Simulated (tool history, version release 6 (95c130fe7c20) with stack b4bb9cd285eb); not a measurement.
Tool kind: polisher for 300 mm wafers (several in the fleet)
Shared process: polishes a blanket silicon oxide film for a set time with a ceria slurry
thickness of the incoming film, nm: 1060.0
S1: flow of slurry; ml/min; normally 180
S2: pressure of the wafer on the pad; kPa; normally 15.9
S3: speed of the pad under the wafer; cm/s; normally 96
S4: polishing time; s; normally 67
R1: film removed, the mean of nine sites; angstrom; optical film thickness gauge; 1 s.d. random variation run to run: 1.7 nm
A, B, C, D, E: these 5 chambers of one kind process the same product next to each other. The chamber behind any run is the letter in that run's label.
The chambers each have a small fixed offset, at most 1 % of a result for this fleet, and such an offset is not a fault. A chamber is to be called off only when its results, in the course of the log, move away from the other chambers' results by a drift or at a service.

Run 1A, hour 6.2: usual settings. Result: R1 2271.7 angstrom.
Run 2E, hour 10.5: usual settings. Result: R1 2227.8 angstrom.
Run 3B, hour 14.8: usual settings. Result: R1 2237.4 angstrom.
Run 4D, hour 19.6: usual settings. Result: R1 2214.2 angstrom.
At hour 22.4: chamber D: slurry nozzle cleaned.
At hour 24.7: chamber D: worn pad replaced by a new one.
Run 5C, hour 26.2: usual settings. Result: R1 2247.8 angstrom.
Run 6B, hour 30.7: usual settings. Result: R1 2234.7 angstrom.
Run 7E, hour 37.4: usual settings but S2 11.7 kPa, S3 108 cm/s. Result: R1 1852.7 angstrom.
Run 8C, hour 43.5: usual settings but S2 11.7 kPa, S3 108 cm/s. Result: R1 1907.0 angstrom.
Run 9A, hour 48.6: usual settings but S2 11.7 kPa, S3 108 cm/s. Result: R1 1887.4 angstrom.
Run 10D, hour 52.6: usual settings but S2 11.7 kPa, S3 108 cm/s. Result: R1 1886.6 angstrom.
Run 11A, hour 56.7: usual settings but S2 11.7 kPa, S3 108 cm/s. Result: R1 1874.9 angstrom.
Run 12B, hour 61.4: usual settings but S2 17.9 kPa, S4 79 s. Result: R1 2987.5 angstrom.
Run 13D, hour 66.2: usual settings but S2 17.9 kPa, S4 79 s. Result: R1 3046.1 angstrom.
Run 14E, hour 70.1: usual settings but S2 17.9 kPa, S4 79 s. Result: R1 2978.1 angstrom.
Run 15C, hour 74.8: usual settings but S2 17.9 kPa, S4 79 s. Result: R1 2971.8 angstrom.
At hour 78.4: chamber B: worn pad replaced by a new one.
Run 16C, hour 79.7: usual settings but S2 17.9 kPa, S4 79 s. Result: R1 3012.0 angstrom.
Run 17B, hour 84.6: usual settings. Result: R1 2218.8 angstrom.
Run 18D, hour 90.8: usual settings. Result: R1 2233.0 angstrom.
Run 19E, hour 94.5: usual settings. Result: R1 2205.3 angstrom.
Run 20A, hour 98.7: usual settings. Result: R1 2286.1 angstrom.
Run 21B, hour 104.9: usual settings. Result: R1 2230.4 angstrom.
At hour 108.8: chamber A: worn pad replaced by a new one.
Run 22E, hour 110.0: usual settings. Result: R1 2226.5 angstrom.
Run 23D, hour 113.8: usual settings. Result: R1 2235.4 angstrom.
At hour 114.4: chamber E: worn pad replaced by a new one.
Run 24A, hour 117.0: usual settings. Result: R1 2258.2 angstrom.
At hour 118.5: chamber B: head pressure recalibrated.
Run 25C, hour 122.7: usual settings. Result: R1 2260.1 angstrom.
Run 26E, hour 126.1: usual settings. Result: R1 2234.0 angstrom.
Run 27C, hour 132.9: usual settings but S3 64 cm/s, S4 88 s. Result: R1 1996.7 angstrom.
Run 28D, hour 136.3: usual settings but S3 64 cm/s, S4 88 s. Result: R1 1967.2 angstrom.
Run 29A, hour 141.1: usual settings but S3 64 cm/s, S4 88 s. Result: R1 1966.8 angstrom.
Run 30B, hour 146.6: usual settings but S3 64 cm/s, S4 88 s. Result: R1 1934.6 angstrom.
Run 31A, hour 153.1: usual settings but S3 64 cm/s, S4 88 s. Result: R1 1979.7 angstrom.
Run 32B, hour 157.4: usual settings. Result: R1 2248.1 angstrom.
Run 33D, hour 162.5: usual settings but S3 114 cm/s. Result: R1 2697.0 angstrom.
Run 34E, hour 168.2: usual settings but S3 114 cm/s. Result: R1 2639.0 angstrom.
At hour 174.2: chamber D: worn pad replaced by a new one.
Run 35C, hour 174.5: usual settings but S3 114 cm/s. Result: R1 2671.4 angstrom.
Run 36D, hour 178.0: usual settings but S3 114 cm/s. Result: R1 2650.6 angstrom.
Run 37E, hour 183.0: usual settings but S3 114 cm/s. Result: R1 2650.3 angstrom.
At hour 189.2: chamber C: worn pad replaced by a new one.
Run 38C, hour 189.7: usual settings. Result: R1 2257.4 angstrom.
Run 39B, hour 195.1: usual settings. Result: R1 2211.3 angstrom.
Run 40A, hour 199.4: usual settings. Result: R1 2254.5 angstrom.

Is one chamber off against the others, does the gauge drift, or is nothing wrong? If a chamber is off, say which, and what the likeliest cause is.

No chamber stands off beyond its own small offset, and the gauge holds steady.
